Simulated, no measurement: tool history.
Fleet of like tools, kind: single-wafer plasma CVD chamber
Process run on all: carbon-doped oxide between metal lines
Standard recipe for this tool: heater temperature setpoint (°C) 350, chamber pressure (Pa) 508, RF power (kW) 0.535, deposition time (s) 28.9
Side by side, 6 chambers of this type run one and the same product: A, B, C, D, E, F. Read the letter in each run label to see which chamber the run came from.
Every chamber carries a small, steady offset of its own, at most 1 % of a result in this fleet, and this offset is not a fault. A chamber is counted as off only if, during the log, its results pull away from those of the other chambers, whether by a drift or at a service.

run	hour	heater temperature setpoint (°C)	chamber pressure (Pa)	RF power (kW)	deposition time (s)	hours since the last thermocouple change	hours since the last RF generator calibration	hours since the last manometer calibration	read-back reference wafer on the same gauge, thickness_nm	mean film thickness on the monitor wafer (nm)
1D	8.9	350	508	0.535	28.9	1538.2	386.6	1385.5	157.20	148.12
2F	21.2	350	508	0.535	28.9	137.1	2437.4	2027.5	157.03	149.65
3A	35.9	350	508	0.535	28.9	206.9	479.2	1175.0	157.13	148.60
4B	43.2	350	508	0.535	28.9	614.7	1129.5	518.7	156.93	147.57
5C	55.3	350	508	0.535	28.9	1241.3	634.1	81.2	157.04	148.96
# hour 66.5: chamber D: thermocouple changed; heater temperature recalibrated
6E	67.7	350	508	0.535	28.9	529.8	1309.7	1620.1	156.98	147.64
# hour 75.0: chamber C: thermocouple changed; heater temperature recalibrated
7B	82.0	350	508	0.435	28.9	653.5	1168.3	557.5	157.05	130.09
8C	96.0	350	508	0.435	28.9	21.0	674.8	121.9	157.04	129.84
9F	105.3	350	508	0.435	28.9	221.2	2521.5	2111.6	157.12	130.39
10D	115.4	350	508	0.435	28.9	48.9	493.1	1492.0	156.89	129.67
# hour 115.5: chamber F: RF generator calibrated
11E	127.5	350	508	0.435	28.9	589.6	1369.5	1679.9	156.96	128.70
# hour 139.0: chamber E: RF generator calibrated
12A	139.2	350	508	0.435	28.9	310.2	582.5	1278.3	157.12	128.58
13F	151.0	360	508	0.535	28.9	266.9	35.5	2157.3	157.20	144.81
14C	162.0	360	508	0.535	28.9	87.0	740.8	187.9	157.09	144.78
15B	174.4	360	508	0.535	28.9	745.9	1260.7	649.9	157.27	144.10
# hour 186.2: chamber A: capacitance manometer re-zeroed and calibrated
16E	188.3	360	508	0.535	28.9	650.4	49.3	1740.7	157.15	143.36
17A	200.7	360	508	0.535	28.9	371.7	644.0	14.6	156.78	144.24
18D	209.5	360	508	0.535	28.9	143.0	587.2	1586.1	157.05	144.15
19C	217.7	350	508	0.535	28.9	142.7	796.5	243.6	157.03	146.45
20E	228.6	350	508	0.535	28.9	690.7	89.6	1781.0	157.09	148.13
21F	235.5	350	508	0.535	28.9	351.4	120.0	2241.8	156.98	149.75
22B	249.0	350	508	0.535	28.9	820.5	1335.3	724.5	156.91	148.12
23D	256.4	350	508	0.535	28.9	189.9	634.1	1633.0	157.06	147.76
24A	265.1	350	508	0.535	28.9	436.1	708.4	79.0	156.95	148.70
25B	277.0	350	508	0.535	28.9	848.5	1363.3	752.5	156.92	146.94
26F	291.4	350	508	0.535	28.9	407.3	175.9	2297.7	157.27	148.91
27D	304.8	350	508	0.535	28.9	238.3	682.5	1681.4	157.12	149.12
28E	318.3	350	508	0.535	28.9	780.4	179.3	1870.7	156.99	146.35
29A	333.2	350	508	0.535	28.9	504.2	776.5	147.1	157.16	148.79
30C	347.4	350	508	0.535	28.9	272.4	926.2	373.3	157.16	145.45
31D	356.1	350	508	0.445	28.9	289.6	733.8	1732.7	156.87	131.05
32B	365.6	350	508	0.445	28.9	937.1	1451.9	841.1	156.98	130.78
33F	375.9	350	508	0.445	28.9	491.8	260.4	2382.2	156.99	133.70
34E	383.1	350	508	0.445	28.9	845.2	244.1	1935.5	157.22	131.31
35A	391.5	350	508	0.445	28.9	562.5	834.8	205.4	156.92	130.22
36C	404.5	350	508	0.445	28.9	329.5	983.3	430.4	157.16	127.23
37A	420.3	350	508	0.535	28.9	591.3	863.6	234.2	157.08	147.92
38E	429.2	350	508	0.535	28.9	891.3	290.2	1981.6	156.95	148.02
39D	437.2	350	508	0.535	28.9	370.7	814.9	1813.8	156.98	147.78
40C	445.9	350	508	0.535	28.9	370.9	1024.7	471.8	157.12	142.76
41B	456.4	350	508	0.535	28.9	1027.9	1542.7	931.9	157.01	147.31
42F	465.5	350	508	0.535	28.9	581.4	350.0	2471.8	156.85	149.29

Is one chamber out of step, is the gauge drifting, or do the chambers differ by no more than their own small offsets? For an off chamber, give its letter and the likeliest cause.

It is chamber C that slowly wanders off from its peers.
What lies behind it: delivered RF power below the setpoint (%) = 5.31.

Below are 4 candidate recipes for chamber C's next run, each the usual settings with a change, their results shown as question marks. Which of them brings C's results back in line with what the other chambers give on the usual settings?
In line here means within this much of the mean the other chambers give on the usual settings: mean film thickness on the monitor wafer (nm) 2.40
43C-1	476.9	362	508	0.535	28.9					?
43C-2	476.9	350	511	0.545	29.6					?
43C-3	476.9	350	512	0.550	30.2					?
43C-4	476.9	352	508	0.485	28.9					?

What the other chambers average on the usual settings: mean film thickness on the monitor wafer (nm) 148.14
run	mean film thickness on the monitor wafer (nm)
43C-1	138.80
43C-2	148.53
43C-3	152.41
43C-4	133.89
It is 43C-2 that realigns the chamber with its peers.

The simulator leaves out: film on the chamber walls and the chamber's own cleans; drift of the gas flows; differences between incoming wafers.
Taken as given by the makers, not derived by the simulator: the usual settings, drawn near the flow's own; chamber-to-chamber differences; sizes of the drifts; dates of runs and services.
